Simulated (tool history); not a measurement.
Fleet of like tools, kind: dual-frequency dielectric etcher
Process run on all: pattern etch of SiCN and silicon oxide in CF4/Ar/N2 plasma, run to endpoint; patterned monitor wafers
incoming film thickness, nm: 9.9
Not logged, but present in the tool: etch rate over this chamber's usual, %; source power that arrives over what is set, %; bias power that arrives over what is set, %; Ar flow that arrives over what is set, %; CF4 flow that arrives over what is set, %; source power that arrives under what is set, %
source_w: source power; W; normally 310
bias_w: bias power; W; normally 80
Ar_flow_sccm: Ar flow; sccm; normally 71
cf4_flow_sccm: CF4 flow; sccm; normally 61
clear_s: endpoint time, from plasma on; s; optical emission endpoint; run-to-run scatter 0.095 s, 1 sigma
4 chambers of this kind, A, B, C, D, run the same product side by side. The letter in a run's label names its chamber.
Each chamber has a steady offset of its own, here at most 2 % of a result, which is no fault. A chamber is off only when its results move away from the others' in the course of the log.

run,hour,source_w,bias_w,Ar_flow_sccm,cf4_flow_sccm,hours since the last wet clean,hours since the last source power generator calibration,hours since the last bias power generator calibration,hours since the last Ar flow controller change,hours since the last CF4 flow controller change,clear_s
1B,4.6,310,80,71,61,52.4,467.1,1835.2,1352.9,733.8,14.843
# hour 12.1: chamber D: wet clean of the chamber
2C,12.4,310,80,71,61,207.5,1865.6,2654.7,2935.2,1329.9,14.772
3A,21.4,310,80,71,61,145.9,1438.9,1073.7,439.2,2414.8,14.895
# hour 24.0: chamber A: CF4 flow controller replaced
4D,31.5,310,80,71,61,19.4,689.2,1563.0,2254.1,278.2,14.974
5D,41.2,310,99,71,61,29.1,698.9,1572.7,2263.8,287.9,13.831
6B,51.3,310,99,71,61,99.1,513.8,1881.9,1399.6,780.5,13.706
7C,61.4,310,99,71,61,256.5,1914.6,2703.7,2984.2,1378.9,13.684
8A,69.9,310,99,71,61,194.4,1487.4,1122.2,487.7,46.0,13.777
9C,78.6,310,80,71,61,273.7,1931.8,2720.9,3001.4,1396.1,14.870
10B,84.1,310,80,71,61,131.9,546.6,1914.7,1432.4,813.3,14.805
11A,93.7,310,80,71,61,218.2,1511.2,1146.0,511.5,69.8,14.834
12D,98.5,260,80,71,61,86.4,756.2,1630.0,2321.1,345.2,17.436
13D,107.5,260,80,71,61,95.4,765.2,1639.0,2330.1,354.2,17.299
# hour 111.8: chamber C: Ar flow controller replaced
14A,114.4,260,80,71,61,238.9,1531.9,1166.7,532.2,90.5,17.444
15B,119.1,260,80,71,61,166.9,581.6,1949.7,1467.4,848.3,17.314
16C,123.7,310,80,71,61,318.8,1976.9,2766.0,11.9,1441.2,14.900
17A,131.3,310,80,71,61,255.8,1548.8,1183.6,549.1,107.4,14.770
18B,137.9,310,80,71,61,185.7,600.4,1968.5,1486.2,867.1,14.837
19D,146.5,310,63,71,71,134.4,804.2,1678.0,2369.1,393.2,15.654
20C,151.3,310,63,71,71,346.4,2004.5,2793.6,39.5,1468.8,15.780
21A,158.3,310,63,71,71,282.8,1575.8,1210.6,576.1,134.4,15.689
22B,165.5,310,63,71,71,213.3,628.0,1996.1,1513.8,894.7,15.912
23D,173.6,310,80,71,61,161.5,831.3,1705.1,2396.2,420.3,14.981
24C,181.4,310,80,71,61,376.5,2034.6,2823.7,69.6,1498.9,14.655
25D,189.0,310,80,71,61,176.9,846.7,1720.5,2411.6,435.7,14.986
26B,198.4,310,80,71,61,246.2,660.9,2029.0,1546.7,927.6,14.890
27A,206.6,310,80,71,61,331.1,1624.1,1258.9,624.4,182.7,14.741
# hour 212.0: chamber C: wet clean of the chamber
28C,213.7,310,80,71,73,1.8,2066.9,2856.0,101.9,1531.2,14.359
29C,223.9,310,80,71,73,12.0,2077.1,2866.2,112.1,1541.4,14.365
30B,231.3,310,80,71,73,279.1,693.8,2061.9,1579.6,960.5,14.591
31A,241.7,310,80,71,73,366.2,1659.2,1294.0,659.5,217.8,14.495
32D,248.9,310,80,71,61,236.8,906.6,1780.4,2471.5,495.6,14.914
33C,254.6,310,80,71,61,42.7,2107.8,2896.9,142.8,1572.1,14.701
34B,264.3,310,80,71,61,312.1,726.8,2094.9,1612.6,993.5,14.970
35A,274.0,310,80,71,61,398.5,1691.5,1326.3,691.8,250.1,14.946

Which is it: a chamber that has drifted or been left off by a service, a gauge drift common to all chambers, or only each chamber's usual small offset? If a chamber is off, name it and its likeliest cause.

Nothing is wrong: each chamber keeps only its own small, steady offset and the gauge holds still.
